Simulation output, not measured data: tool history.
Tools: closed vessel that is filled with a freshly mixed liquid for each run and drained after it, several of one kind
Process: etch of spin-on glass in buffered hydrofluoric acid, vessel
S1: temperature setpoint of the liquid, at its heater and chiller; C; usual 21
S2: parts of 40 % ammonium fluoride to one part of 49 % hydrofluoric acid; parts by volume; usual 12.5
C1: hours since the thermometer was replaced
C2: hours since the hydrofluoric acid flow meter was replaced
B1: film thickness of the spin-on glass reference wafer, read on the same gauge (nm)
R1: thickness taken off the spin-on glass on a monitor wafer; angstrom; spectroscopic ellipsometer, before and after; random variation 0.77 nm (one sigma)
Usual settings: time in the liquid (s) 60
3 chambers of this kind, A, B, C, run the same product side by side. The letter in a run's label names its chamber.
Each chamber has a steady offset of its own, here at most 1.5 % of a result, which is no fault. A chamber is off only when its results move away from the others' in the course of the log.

Run 1A, day 0.171: usual settings; C1 210.8; C2 304.5; B1 59.997. Result: R1 1039.9 angstrom.
Run 2C, day 0.358: usual settings; C1 303.7; C2 148.9; B1 59.998. Result: R1 1021.4 angstrom.
Run 3B, day 0.583: usual settings; C1 395.5; C2 398.3; B1 60.016. Result: R1 1015.2 angstrom.
Run 4C, day 0.804: usual settings; C1 314.4; C2 159.6; B1 60.017. Result: R1 1031.7 angstrom.
Run 5A, day 1.025: usual settings; C1 231.3; C2 325; B1 59.973. Result: R1 1038.1 angstrom.
Run 6B, day 1.129: usual settings; C1 408.6; C2 411.4; B1 59.999. Result: R1 1011.6 angstrom.
Run 7B, day 1.267: usual settings but S2 16 parts by volume, time in the liquid (s) 35; C1 411.9; C2 414.7; B1 60.026. Result: R1 462.35 angstrom.
Run 8C, day 1.467: usual settings but S2 16 parts by volume, time in the liquid (s) 35; C1 330.3; C2 175.5; B1 59.992. Result: R1 468.83 angstrom.
Run 9A, day 1.6: usual settings but S2 16 parts by volume, time in the liquid (s) 35; C1 245.1; C2 338.8; B1 60.04. Result: R1 472.12 angstrom.
Run 10B, day 1.817: usual settings; C1 425.1; C2 427.9; B1 60.004. Result: R1 1022.2 angstrom.
Run 11A, day 1.933: usual settings; C1 253.1; C2 346.8; B1 60.012. Result: R1 1031 angstrom.
Run 12C, day 2.058: usual settings but time in the liquid (s) 90; C1 344.5; C2 189.7; B1 59.979. Result: R1 1509.8 angstrom.
Run 13A, day 2.208: usual settings but time in the liquid (s) 90; C1 259.7; C2 353.4; B1 59.998. Result: R1 1543.5 angstrom.
Run 14B, day 2.338: usual settings but time in the liquid (s) 90; C1 437.6; C2 440.4; B1 59.981. Result: R1 1514.6 angstrom.
Run 15C, day 2.55: usual settings but S1 19.5 C; C1 356.3; C2 201.5; B1 59.98. Result: R1 937.49 angstrom.
Run 16B, day 2.654: usual settings but S1 19.5 C; C1 445.2; C2 448; B1 60.003. Result: R1 935.37 angstrom.
Run 17C, day 2.783: usual settings but S1 19.5 C; C1 361.9; C2 207.1; B1 59.989. Result: R1 932.3 angstrom.
Run 18A, day 2.992: usual settings but S2 11 parts by volume, time in the liquid (s) 80; C1 278.5; C2 372.2; B1 59.992. Result: R1 1595.2 angstrom.
Run 19B, day 3.212: usual settings but S2 11 parts by volume, time in the liquid (s) 80; C1 458.6; C2 461.4; B1 60.009. Result: R1 1548.7 angstrom.
Run 20A, day 3.375: usual settings but S2 11 parts by volume, time in the liquid (s) 80; C1 287.7; C2 381.4; B1 59.994. Result: R1 1584.8 angstrom.
Run 21C, day 3.521: usual settings; C1 379.6; C2 224.8; B1 60.005. Result: R1 1013.2 angstrom.
Run 22B, day 3.704: usual settings but S2 17 parts by volume; C1 470.4; C2 473.2; B1 60.005. Result: R1 748.89 angstrom.
Run 23A, day 3.804: usual settings but S2 17 parts by volume; C1 298; C2 391.7; B1 59.991. Result: R1 787.72 angstrom.
Run 24C, day 3.975: usual settings but S2 17 parts by volume; C1 390.5; C2 235.7; B1 59.997. Result: R1 754.78 angstrom.
Run 25C, day 4.2: usual settings; C1 395.9; C2 241.1; B1 60.017. Result: R1 1025.3 angstrom.
Run 26B, day 4.329: usual settings but S2 11 parts by volume; C1 485.4; C2 488.2; B1 59.998. Result: R1 1154.2 angstrom.
Run 27A, day 4.512: usual settings but S2 11 parts by volume; C1 315; C2 408.7; B1 60.019. Result: R1 1231.3 angstrom.
Run 28B, day 4.621: usual settings but S2 11 parts by volume; C1 492.4; C2 495.2; B1 60.028. Result: R1 1142.7 angstrom.
Run 29A, day 4.733: usual settings; C1 320.3; C2 414; B1 60.019. Result: R1 1093.5 angstrom.
Run 30C, day 4.862: usual settings; C1 411.8; C2 257; B1 60.018. Result: R1 1019.9 angstrom.
Run 31B, day 5.062: usual settings; C1 503; C2 505.8; B1 59.962. Result: R1 1024.3 angstrom.
Run 32C, day 5.171: usual settings; C1 419.2; C2 264.4; B1 59.999. Result: R1 1011.4 angstrom.
Run 33A, day 5.333: usual settings; C1 334.7; C2 428.4; B1 59.991. Result: R1 1102.4 angstrom.
Run 34C, day 5.554: usual settings; C1 428.4; C2 273.6; B1 60.009. Result: R1 1014.5 angstrom.
Run 35B, day 5.704: usual settings; C1 518.4; C2 521.2; B1 59.999. Result: R1 1015.7 angstrom.
Run 36A, day 5.879: usual settings; C1 347.8; C2 441.5; B1 59.993. Result: R1 1118 angstrom.
Run 37C, day 6.008: usual settings; C1 439.3; C2 284.5; B1 59.966. Result: R1 1007.1 angstrom.
Run 38B, day 6.229: usual settings; C1 531; C2 533.8; B1 60.027. Result: R1 1011.8 angstrom.
Run 39A, day 6.379: usual settings; C1 359.8; C2 453.5; B1 59.981. Result: R1 1119.2 angstrom.

All 3 chambers run these settings next. Forecast each chamber's results:
Run 40A, day 6.542: usual settings. Result: R1 ?.
Run 40B, day 6.542: usual settings. Result: R1 ?.
Run 40C, day 6.542: usual settings. Result: R1 ?.

run      R1
40A  1120.2
40B  1013.5
40C  1018.2
